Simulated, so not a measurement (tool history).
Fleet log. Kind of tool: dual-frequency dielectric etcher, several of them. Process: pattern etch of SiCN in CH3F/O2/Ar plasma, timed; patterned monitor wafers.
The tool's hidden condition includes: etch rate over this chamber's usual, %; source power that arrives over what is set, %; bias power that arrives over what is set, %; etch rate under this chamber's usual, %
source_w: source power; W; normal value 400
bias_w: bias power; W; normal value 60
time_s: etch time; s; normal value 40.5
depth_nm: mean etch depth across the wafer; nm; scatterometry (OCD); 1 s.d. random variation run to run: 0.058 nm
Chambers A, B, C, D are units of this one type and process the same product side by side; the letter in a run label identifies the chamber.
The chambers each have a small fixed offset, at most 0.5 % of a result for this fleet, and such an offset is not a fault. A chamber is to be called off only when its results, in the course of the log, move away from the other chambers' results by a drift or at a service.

| run | day | source_w | bias_w | time_s | hours since the last wet clean | hours since the last source power generator calibration | hours since the last bias power generator calibration | read-back reference wafer on the same gauge, depth_nm | depth_nm |
|---|---|---|---|---|---|---|---|---|---|
| 1D | 0.396 | 400 | 60 | 40.5 | 148 | 2757.2 | 5625.3 | 12.798 | 14.285 |
| 2A | 0.892 | 400 | 60 | 40.5 | 120.3 | 373.4 | 3122.8 | 12.804 | 14.345 |
|  | 0.917 | chamber D: bias power generator calibrated |
| 3B | 1.379 | 400 | 60 | 40.5 | 45.9 | 2055 | 1959.9 | 12.799 | 14.146 |
| 4C | 1.729 | 400 | 60 | 40.5 | 58.2 | 1440.4 | 4175.6 | 12.793 | 14.396 |
| 5C | 2.067 | 400 | 60 | 40.5 | 66.3 | 1448.5 | 4183.7 | 12.805 | 14.275 |
| 6B | 2.392 | 400 | 67 | 32.5 | 70.2 | 2079.3 | 1984.2 | 12.794 | 11.888 |
| 7A | 2.692 | 400 | 67 | 32.5 | 163.5 | 416.6 | 3166 | 12.797 | 11.983 |
| 8D | 3.125 | 400 | 67 | 32.5 | 213.5 | 2822.7 | 53 | 12.815 | 11.806 |
| 9A | 3.45 | 400 | 67 | 32.5 | 181.7 | 434.8 | 3184.2 | 12.807 | 11.991 |
| 10C | 3.733 | 400 | 60 | 40.5 | 106.3 | 1488.5 | 4223.7 | 12.787 | 14.298 |
| 11D | 4.029 | 400 | 60 | 40.5 | 235.2 | 2844.4 | 74.7 | 12.814 | 14.247 |
| 12B | 4.308 | 400 | 60 | 40.5 | 116.2 | 2125.3 | 2030.2 | 12.807 | 14.224 |
| 13B | 4.642 | 400 | 60 | 40.5 | 124.2 | 2133.3 | 2038.2 | 12.792 | 14.188 |
| 14A | 5.038 | 400 | 60 | 40.5 | 219.8 | 472.9 | 3222.3 | 12.794 | 14.361 |
| 15C | 5.388 | 400 | 60 | 40.5 | 146 | 1528.2 | 4263.4 | 12.803 | 14.223 |
| 16D | 5.825 | 400 | 60 | 40.5 | 278.3 | 2887.5 | 117.8 | 12.804 | 14.076 |
| 17A | 6.229 | 330 | 69 | 40.5 | 248.4 | 501.5 | 3250.9 | 12.812 | 13.898 |
| 18C | 6.596 | 330 | 69 | 40.5 | 175 | 1557.2 | 4292.4 | 12.815 | 14.006 |
| 19B | 6.825 | 330 | 69 | 40.5 | 176.6 | 2185.7 | 2090.6 | 12.812 | 13.874 |
| 20D | 7.104 | 330 | 69 | 40.5 | 309 | 2918.2 | 148.5 | 12.811 | 13.826 |
| 21B | 7.567 | 400 | 60 | 40.5 | 194.4 | 2203.5 | 2108.4 | 12.802 | 14.206 |
| 22D | 7.808 | 360 | 49 | 40.5 | 325.9 | 2935.1 | 165.4 | 12.807 | 12.736 |
| 23C | 8.258 | 360 | 49 | 40.5 | 214.9 | 1597.1 | 4332.3 | 12.81 | 12.817 |
| 24A | 8.629 | 360 | 49 | 40.5 | 306 | 559.1 | 3308.5 | 12.798 | 12.826 |
|  | 8.633 | chamber C: source power generator calibrated |
| 25A | 8.967 | 360 | 49 | 40.5 | 314.1 | 567.2 | 3316.6 | 12.793 | 12.878 |
| 26B | 9.312 | 400 | 60 | 40.5 | 236.3 | 2245.4 | 2150.3 | 12.798 | 14.282 |
| 27C | 9.7 | 400 | 60 | 40.5 | 249.5 | 25.7 | 4366.9 | 12.801 | 14.244 |
| 28D | 10.117 | 440 | 68 | 40.5 | 381.3 | 2990.5 | 220.8 | 12.808 | 15.156 |
| 29D | 10.517 | 440 | 68 | 40.5 | 390.9 | 3000.1 | 230.4 | 12.798 | 15.232 |
| 30C | 10.862 | 440 | 68 | 40.5 | 277.4 | 53.6 | 4394.8 | 12.8 | 15.524 |
| 31A | 11.317 | 440 | 68 | 40.5 | 370.5 | 623.6 | 3373 | 12.802 | 15.519 |
| 32B | 11.683 | 400 | 60 | 40.5 | 293.2 | 2302.3 | 2207.2 | 12.809 | 14.228 |
| 33C | 11.983 | 400 | 60 | 36 | 304.3 | 80.5 | 4421.7 | 12.797 | 12.726 |
| 34D | 12.371 | 400 | 60 | 36 | 435.4 | 3044.6 | 274.9 | 12.812 | 12.41 |
| 35A | 12.754 | 400 | 60 | 36 | 405 | 658.1 | 3407.5 | 12.805 | 12.728 |
| 36B | 13.212 | 400 | 60 | 36 | 329.9 | 2339 | 2243.9 | 12.798 | 12.655 |
|  | 13.579 | chamber A: wet clean of the chamber |
| 37A | 13.604 | 400 | 60 | 40.5 | 0.7 | 678.5 | 3427.9 | 12.808 | 14.368 |
| 38C | 14.096 | 400 | 60 | 40.5 | 355 | 131.2 | 4472.4 | 12.796 | 14.276 |

All chambers now run identical settings, listed one chamber a line with results as question marks. What results will each chamber show?
| 39A | 14.458 | 400 | 60 | 40.5 |  |  |  |  | ? |
| 39B | 14.458 | 400 | 60 | 40.5 |  |  |  |  | ? |
| 39C | 14.458 | 400 | 60 | 40.5 |  |  |  |  | ? |
| 39D | 14.458 | 400 | 60 | 40.5 |  |  |  |  | ? |

| run | depth_nm |
|---|---|
| 39A | 14.302 |
| 39B | 14.166 |
| 39C | 14.285 |
| 39D | 13.764 |
